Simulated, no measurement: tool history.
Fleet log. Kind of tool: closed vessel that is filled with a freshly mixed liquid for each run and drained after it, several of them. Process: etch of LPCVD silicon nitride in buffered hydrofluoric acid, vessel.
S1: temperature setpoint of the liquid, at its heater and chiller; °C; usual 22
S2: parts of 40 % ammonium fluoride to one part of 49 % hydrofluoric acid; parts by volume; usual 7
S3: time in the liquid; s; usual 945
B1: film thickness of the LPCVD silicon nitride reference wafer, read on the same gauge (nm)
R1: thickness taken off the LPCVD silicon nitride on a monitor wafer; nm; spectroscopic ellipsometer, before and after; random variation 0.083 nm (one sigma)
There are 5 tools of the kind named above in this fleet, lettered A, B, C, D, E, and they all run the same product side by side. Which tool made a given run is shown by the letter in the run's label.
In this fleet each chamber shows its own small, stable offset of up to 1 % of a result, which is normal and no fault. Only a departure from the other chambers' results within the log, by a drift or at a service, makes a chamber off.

run     day    S1  S2    S3      B1      R1
 1D   0.458    22   7   945  59.996  17.248
 2B   1.083    22   7   945  60.004  17.266
 3A   1.579    22   7   945  60.015  17.203
 4C   1.946    22   7   945      60  17.031
 5E   2.546    22   7   945  60.022  17.081
 6A   3.192    22   7   945  59.996  17.001
 7E   3.792    22   7   945  59.997  17.179
 8B   4.117    22   7   945  59.992  17.163
 9C   4.475    22   5  1125  60.014  27.127
10D   4.804    22   5  1125  59.983  27.438
11E   5.271    22   5  1125  60.009   27.19
12D     5.8    22   5  1125  60.031  27.659
13A   6.408    22   5  1125  60.005  27.362
14C   6.721    22   7   945  60.021  17.183
15B    7.35  25.5   9   945  60.017  15.835
16E    7.85  25.5   9   945  59.981  15.669
17C   8.146  25.5   9   945  59.982  15.759
18D   8.767  25.5   9   945  60.016  15.801
19A   9.362  25.5   9   945  60.022  16.107
20B   9.654    22   7   945  59.983  17.252
     10.025  -- chamber B: hydrofluoric acid flow meter replaced
21C  10.158    22   7   945      60  17.165
22A  10.692    22   7   945  60.003  17.424
23E  11.279    22   7   945  59.988  17.193
24B  11.642    22   7   945  60.024  17.101
25D  12.079    22   7   945  60.009  17.203
26B  12.471    22   7   945  60.018  17.088
27C  12.862    22   7   945  59.995  17.017
     12.867  -- chamber D: thermometer replaced
28E  13.379    22   7   945  59.991  17.078
     13.596  -- chamber E: hydrofluoric acid flow meter replaced
29A  13.704    22   7   945  59.992  17.624
30D  14.025    20   7   630  59.999  10.229
31E  14.654    20   7   630  59.979  10.233
     15.083  -- chamber C: hydrofluoric acid flow meter replaced
32D   15.25    20   7   630  59.993  10.188
33A  15.662    20   7   630  59.998  10.628
34B  16.175    20   7   630  59.991  10.197
35C  16.479    22   7   945  60.002  17.231

For the next run the whole fleet of 5 chambers uses the same settings. Give each chamber's results:
36A  16.95  22   7  945       ?
36B  16.95  22   7  945       ?
36C  16.95  22   7  945       ?
36D  16.95  22   7  945       ?
36E  16.95  22   7  945       ?

run      R1
36A  17.767
36B  17.102
36C  17.123
36D  17.154
36E  17.023
